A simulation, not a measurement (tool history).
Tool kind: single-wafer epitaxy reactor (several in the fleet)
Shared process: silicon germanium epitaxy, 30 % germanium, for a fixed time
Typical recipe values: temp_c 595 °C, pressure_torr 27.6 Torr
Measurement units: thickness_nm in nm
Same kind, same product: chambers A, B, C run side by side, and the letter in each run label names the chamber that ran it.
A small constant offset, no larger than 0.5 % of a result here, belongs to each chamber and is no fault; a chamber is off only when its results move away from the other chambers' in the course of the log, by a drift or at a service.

run,hour,temp_c,pressure_torr,"read-back reference wafer on the same gauge, thickness_nm",thickness_nm
1B,4.5,595,27.6,67.617,61.370
2A,8.7,595,27.6,67.596,61.033
3C,12.8,595,27.6,67.502,61.234
4B,17.6,595,27.6,67.650,61.187
5C,21.7,595,27.6,67.598,60.590
6A,25.5,585,33.6,67.568,54.896
7A,29.5,585,33.6,67.624,55.177
8C,34.8,585,33.6,67.598,54.289
9B,38.0,595,27.6,67.571,62.121
10B,41.2,595,27.6,67.599,62.118
11C,45.6,595,27.6,67.586,60.590
12A,49.5,595,27.6,67.583,61.405
13A,52.1,595,31.3,67.581,64.618
14C,55.5,595,31.3,67.603,64.138
15B,58.3,595,31.3,67.572,66.104
16C,62.6,595,27.6,67.569,60.416
17A,67.9,600,21.2,67.586,60.325
18B,71.1,600,21.2,67.687,62.548
19C,75.7,600,21.2,67.612,60.198
20A,78.2,595,27.6,67.653,61.452
21B,81.3,595,27.6,67.570,63.915
22A,84.6,595,27.6,67.520,61.618

Which is it: a chamber that has drifted or been left off by a service, a gauge drift common to all chambers, or only each chamber's usual small offset? If a chamber is off, name it and its likeliest cause.

One chamber, B, drifts off from the rest bit by bit.
What lies behind it: wafer temperature above the value expected at the setpoint (K) = 2.89.

Here are 4 candidates for chamber B's next run, each the usual settings with a change, their results left as question marks. Which one brings its results back in line with what the others give on the usual settings?
In line means no further than this from the other chambers' mean on the usual settings: thickness_nm 0.830 nm
23B-1,88.5,598,27.6,,?
23B-2,88.5,595,36.6,,?
23B-3,88.5,595,20.5,,?
23B-4,88.5,595,23.8,,?

Average result of the remaining chambers running the usual settings: thickness_nm 61.122 nm
run,thickness_nm
23B-1,67.974
23B-2,71.875
23B-3,57.226
23B-4,60.672
Change 23B-4 lands the chamber within the allowed miss of the other chambers.

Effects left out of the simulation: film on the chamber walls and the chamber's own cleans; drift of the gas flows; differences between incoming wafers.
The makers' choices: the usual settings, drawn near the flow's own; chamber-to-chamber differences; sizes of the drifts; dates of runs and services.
